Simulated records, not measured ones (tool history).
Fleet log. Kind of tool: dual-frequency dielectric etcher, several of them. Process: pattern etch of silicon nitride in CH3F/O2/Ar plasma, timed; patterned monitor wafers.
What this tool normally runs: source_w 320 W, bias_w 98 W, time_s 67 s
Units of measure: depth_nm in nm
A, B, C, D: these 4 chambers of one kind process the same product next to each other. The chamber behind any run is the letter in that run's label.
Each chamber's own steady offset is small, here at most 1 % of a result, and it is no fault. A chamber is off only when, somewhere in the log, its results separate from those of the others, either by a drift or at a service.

| run | hour | source_w | bias_w | time_s | hours since the last wet clean | hours since the last source power generator calibration | hours since the last bias power generator calibration | read-back reference wafer on the same gauge, depth_nm | depth_nm |
|---|---|---|---|---|---|---|---|---|---|
| 1B | 7.6 | 320 | 98 | 67 | 29.2 | 519.6 | 763.7 | 39.594 | 48.514 |
| 2D | 11.5 | 320 | 98 | 67 | 334.9 | 1654 | 1752.5 | 39.585 | 48.334 |
| 3A | 19.8 | 320 | 98 | 67 | 406.7 | 31.2 | 2285.1 | 39.569 | 48.082 |
| 4C | 28.2 | 320 | 98 | 67 | 296.8 | 1026.6 | 1614.5 | 39.557 | 48.233 |
| 5C | 34.4 | 320 | 98 | 67 | 303 | 1032.8 | 1620.7 | 39.567 | 48.214 |
| 6A | 38.2 | 320 | 98 | 67 | 425.1 | 49.6 | 2303.5 | 39.553 | 48.095 |
|  | 39.1 | chamber D: wet clean of the chamber |
| 7B | 45.8 | 320 | 89 | 49 | 67.4 | 557.8 | 801.9 | 39.564 | 34.366 |
| 8D | 51.3 | 320 | 89 | 49 | 12.3 | 1693.8 | 1792.3 | 39.552 | 34.038 |
| 9B | 56.1 | 320 | 89 | 49 | 77.7 | 568.1 | 812.2 | 39.546 | 34.339 |
| 10D | 59.9 | 320 | 89 | 49 | 20.9 | 1702.4 | 1800.9 | 39.549 | 34.101 |
| 11A | 67.8 | 320 | 98 | 67 | 454.7 | 79.2 | 2333.1 | 39.535 | 48.11 |
| 12C | 75.7 | 320 | 98 | 67 | 344.3 | 1074.1 | 1662 | 39.517 | 48.133 |
| 13B | 80 | 320 | 98 | 67 | 101.6 | 592 | 836.1 | 39.525 | 48.557 |
|  | 84.8 | chamber A: wet clean of the chamber |
| 14C | 88.2 | 320 | 98 | 67 | 356.8 | 1086.6 | 1674.5 | 39.51 | 48.131 |
| 15D | 93.1 | 320 | 98 | 67 | 54.1 | 1735.6 | 1834.1 | 39.522 | 48.273 |
| 16A | 98.8 | 320 | 98 | 67 | 14.1 | 110.2 | 2364.1 | 39.49 | 47.935 |
| 17D | 106.8 | 350 | 98 | 82 | 67.8 | 1749.3 | 1847.8 | 39.494 | 60.994 |
| 18C | 110.7 | 350 | 98 | 82 | 379.3 | 1109.1 | 1697 | 39.491 | 60.814 |
| 19A | 118.8 | 350 | 98 | 82 | 34.1 | 130.2 | 2384.1 | 39.487 | 60.724 |
| 20B | 124.5 | 350 | 98 | 82 | 146.1 | 636.5 | 880.6 | 39.474 | 61.105 |
| 21A | 131.8 | 320 | 98 | 67 | 47.1 | 143.2 | 2397.1 | 39.467 | 48.06 |
| 22C | 137.2 | 320 | 119 | 67 | 405.8 | 1135.6 | 1723.5 | 39.465 | 51.622 |
| 23D | 143.3 | 320 | 119 | 67 | 104.3 | 1785.8 | 1884.3 | 39.454 | 51.756 |
| 24B | 148.1 | 320 | 119 | 67 | 169.7 | 660.1 | 904.2 | 39.463 | 52.089 |
| 25A | 156.2 | 320 | 119 | 67 | 71.5 | 167.6 | 2421.5 | 39.444 | 51.547 |
| 26C | 160.5 | 320 | 98 | 67 | 429.1 | 1158.9 | 1746.8 | 39.435 | 48.024 |
| 27B | 165.8 | 320 | 98 | 67 | 187.4 | 677.8 | 921.9 | 39.439 | 48.374 |
| 28D | 171.1 | 320 | 98 | 67 | 132.1 | 1813.6 | 1912.1 | 39.42 | 47.957 |
| 29A | 176.7 | 320 | 98 | 67 | 92 | 188.1 | 2442 | 39.414 | 47.84 |
| 30C | 183.4 | 320 | 98 | 67 | 452 | 1181.8 | 1769.7 | 39.414 | 48.151 |
| 31B | 190.7 | 320 | 98 | 67 | 212.3 | 702.7 | 946.8 | 39.423 | 48.389 |
| 32D | 197.5 | 320 | 98 | 67 | 158.5 | 1840 | 1938.5 | 39.388 | 48.195 |
| 33A | 203.1 | 320 | 98 | 67 | 118.4 | 214.5 | 2468.4 | 39.387 | 47.843 |
| 34D | 208.1 | 320 | 98 | 67 | 169.1 | 1850.6 | 1949.1 | 39.389 | 47.953 |
| 35C | 213.4 | 320 | 98 | 67 | 482 | 1211.8 | 1799.7 | 39.398 | 47.945 |

One chamber off, gauge drift, or nothing amiss beyond the chambers' own small offsets? If it is a chamber, which one, and what is the likeliest cause?

Every chamber seems to shift together because the gauge that measures them all drifts; the chambers themselves are fine.
Most likely cause: gauge reads low (%) = 0.552.

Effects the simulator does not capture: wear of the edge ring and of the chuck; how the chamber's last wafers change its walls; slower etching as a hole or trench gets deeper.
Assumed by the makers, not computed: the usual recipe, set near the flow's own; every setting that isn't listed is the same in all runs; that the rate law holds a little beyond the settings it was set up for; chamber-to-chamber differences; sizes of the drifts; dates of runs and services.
